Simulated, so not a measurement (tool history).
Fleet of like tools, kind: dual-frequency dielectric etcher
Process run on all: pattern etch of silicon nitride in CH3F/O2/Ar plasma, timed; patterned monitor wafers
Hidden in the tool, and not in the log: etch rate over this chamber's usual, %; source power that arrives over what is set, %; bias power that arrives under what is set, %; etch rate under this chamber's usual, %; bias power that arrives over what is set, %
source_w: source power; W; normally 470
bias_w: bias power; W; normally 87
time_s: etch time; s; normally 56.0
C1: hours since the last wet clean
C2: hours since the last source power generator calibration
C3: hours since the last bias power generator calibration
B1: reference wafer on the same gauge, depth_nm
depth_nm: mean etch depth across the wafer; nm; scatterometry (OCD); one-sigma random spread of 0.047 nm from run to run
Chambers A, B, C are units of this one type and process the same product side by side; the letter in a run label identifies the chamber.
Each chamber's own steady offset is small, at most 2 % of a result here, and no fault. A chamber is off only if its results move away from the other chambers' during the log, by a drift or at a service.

run 1A hour=9.7 | source_w=470 bias_w=87 time_s=56.0 | C1=332.2 C2=1638.1 C3=885.4 | B1=39.885 | depth_nm=45.316
run 2B hour=19.1 | source_w=470 bias_w=87 time_s=56.0 | C1=51.0 C2=295.5 C3=937.3 | B1=39.880 | depth_nm=44.710
run 3C hour=29.4 | source_w=470 bias_w=87 time_s=56.0 | C1=262.7 C2=1723.1 C3=2152.2 | B1=39.879 | depth_nm=44.560
run 4C hour=35.2 | source_w=470 bias_w=87 time_s=56.0 | C1=268.5 C2=1728.9 C3=2158.0 | B1=39.884 | depth_nm=44.665
run 5B hour=41.0 | source_w=470 bias_w=87 time_s=56.0 | C1=72.9 C2=317.4 C3=959.2 | B1=39.883 | depth_nm=44.822
run 6A hour=49.5 | source_w=470 bias_w=87 time_s=56.0 | C1=372.0 C2=1677.9 C3=925.2 | B1=39.886 | depth_nm=45.313
run 7C hour=62.9 | source_w=470 bias_w=87 time_s=56.0 | C1=296.2 C2=1756.6 C3=2185.7 | B1=39.874 | depth_nm=44.501
run 8A hour=71.6 | source_w=470 bias_w=87 time_s=56.0 | C1=394.1 C2=1700.0 C3=947.3 | B1=39.864 | depth_nm=45.220
run 9B hour=77.9 | source_w=400 bias_w=98 time_s=56.0 | C1=109.8 C2=354.3 C3=996.1 | B1=39.855 | depth_nm=43.925
run 10B hour=85.8 | source_w=400 bias_w=98 time_s=56.0 | C1=117.7 C2=362.2 C3=1004.0 | B1=39.868 | depth_nm=44.009
run 11C hour=92.8 | source_w=400 bias_w=98 time_s=56.0 | C1=326.1 C2=1786.5 C3=2215.6 | B1=39.856 | depth_nm=43.725
-- hour=95.8 chamber A: wet clean of the chamber
run 12A hour=99.7 | source_w=470 bias_w=87 time_s=56.0 | C1=4.0 C2=1728.1 C3=975.4 | B1=39.869 | depth_nm=45.335
run 13B hour=112.5 | source_w=470 bias_w=87 time_s=56.0 | C1=144.4 C2=388.9 C3=1030.7 | B1=39.854 | depth_nm=44.678
run 14A hour=125.2 | source_w=470 bias_w=87 time_s=56.0 | C1=29.5 C2=1753.6 C3=1000.9 | B1=39.851 | depth_nm=45.300
run 15C hour=137.8 | source_w=470 bias_w=87 time_s=56.0 | C1=371.1 C2=1831.5 C3=2260.6 | B1=39.830 | depth_nm=44.516
run 16B hour=150.3 | source_w=470 bias_w=79 time_s=51.0 | C1=182.2 C2=426.7 C3=1068.5 | B1=39.833 | depth_nm=39.342
run 17C hour=156.3 | source_w=470 bias_w=79 time_s=51.0 | C1=389.6 C2=1850.0 C3=2279.1 | B1=39.828 | depth_nm=39.172
-- hour=164.6 chamber C: wet clean of the chamber
run 18A hour=169.1 | source_w=470 bias_w=79 time_s=51.0 | C1=73.4 C2=1797.5 C3=1044.8 | B1=39.820 | depth_nm=39.868
run 19C hour=179.5 | source_w=470 bias_w=95 time_s=68.5 | C1=15.0 C2=1873.2 C3=2302.3 | B1=39.815 | depth_nm=56.073
run 20B hour=186.4 | source_w=470 bias_w=95 time_s=68.5 | C1=218.3 C2=462.8 C3=1104.6 | B1=39.815 | depth_nm=56.368
run 21A hour=195.8 | source_w=470 bias_w=95 time_s=68.5 | C1=100.1 C2=1824.2 C3=1071.5 | B1=39.794 | depth_nm=56.934
run 22A hour=208.4 | source_w=520 bias_w=87 time_s=56.0 | C1=112.7 C2=1836.8 C3=1084.1 | B1=39.797 | depth_nm=46.925
run 23B hour=216.6 | source_w=520 bias_w=87 time_s=56.0 | C1=248.5 C2=493.0 C3=1134.8 | B1=39.803 | depth_nm=46.421
run 24C hour=223.1 | source_w=520 bias_w=87 time_s=56.0 | C1=58.6 C2=1916.8 C3=2345.9 | B1=39.805 | depth_nm=46.100
run 25B hour=233.2 | source_w=470 bias_w=87 time_s=56.0 | C1=265.1 C2=509.6 C3=1151.4 | B1=39.784 | depth_nm=44.658
run 26A hour=246.4 | source_w=470 bias_w=87 time_s=56.0 | C1=150.7 C2=1874.8 C3=1122.1 | B1=39.785 | depth_nm=45.185
run 27C hour=253.0 | source_w=470 bias_w=87 time_s=56.0 | C1=88.5 C2=1946.7 C3=2375.8 | B1=39.787 | depth_nm=44.453
run 28A hour=260.8 | source_w=470 bias_w=87 time_s=56.0 | C1=165.1 C2=1889.2 C3=1136.5 | B1=39.782 | depth_nm=45.176
run 29C hour=273.5 | source_w=470 bias_w=87 time_s=56.0 | C1=109.0 C2=1967.2 C3=2396.3 | B1=39.770 | depth_nm=44.347
run 30B hour=279.7 | source_w=470 bias_w=87 time_s=56.0 | C1=311.6 C2=556.1 C3=1197.9 | B1=39.767 | depth_nm=44.497
run 31C hour=290.8 | source_w=420 bias_w=105 time_s=56.0 | C1=126.3 C2=1984.5 C3=2413.6 | B1=39.769 | depth_nm=45.427
-- hour=291.2 chamber B: wet clean of the chamber
run 32A hour=301.6 | source_w=420 bias_w=105 time_s=56.0 | C1=205.9 C2=1930.0 C3=1177.3 | B1=39.752 | depth_nm=46.373
run 33B hour=312.9 | source_w=420 bias_w=105 time_s=56.0 | C1=21.8 C2=589.3 C3=1231.1 | B1=39.749 | depth_nm=45.828
run 34A hour=319.4 | source_w=470 bias_w=87 time_s=56.0 | C1=223.7 C2=1947.8 C3=1195.1 | B1=39.751 | depth_nm=45.189
run 35B hour=325.4 | source_w=470 bias_w=87 time_s=56.0 | C1=34.3 C2=601.8 C3=1243.6 | B1=39.752 | depth_nm=44.577
run 36C hour=332.0 | source_w=470 bias_w=98 time_s=56.0 | C1=167.5 C2=2025.7 C3=2454.8 | B1=39.740 | depth_nm=46.144
run 37C hour=338.0 | source_w=470 bias_w=98 time_s=56.0 | C1=173.5 C2=2031.7 C3=2460.8 | B1=39.759 | depth_nm=46.319
run 38B hour=348.7 | source_w=470 bias_w=98 time_s=56.0 | C1=57.6 C2=625.1 C3=1266.9 | B1=39.742 | depth_nm=46.580
run 39A hour=358.7 | source_w=470 bias_w=87 time_s=56.0 | C1=263.0 C2=1987.1 C3=1234.4 | B1=39.750 | depth_nm=45.151
run 40A hour=369.6 | source_w=470 bias_w=87 time_s=56.0 | C1=273.9 C2=1998.0 C3=1245.3 | B1=39.738 | depth_nm=45.090

Predict what each chamber gives when all 3 of them run the settings below next.
run 41A hour=379.2 | source_w=470 bias_w=87 time_s=56.0 | depth_nm=?
run 41B hour=379.2 | source_w=470 bias_w=87 time_s=56.0 | depth_nm=?
run 41C hour=379.2 | source_w=470 bias_w=87 time_s=56.0 | depth_nm=?

run=41A depth_nm=45.160
run=41B depth_nm=44.630
run=41C depth_nm=44.362

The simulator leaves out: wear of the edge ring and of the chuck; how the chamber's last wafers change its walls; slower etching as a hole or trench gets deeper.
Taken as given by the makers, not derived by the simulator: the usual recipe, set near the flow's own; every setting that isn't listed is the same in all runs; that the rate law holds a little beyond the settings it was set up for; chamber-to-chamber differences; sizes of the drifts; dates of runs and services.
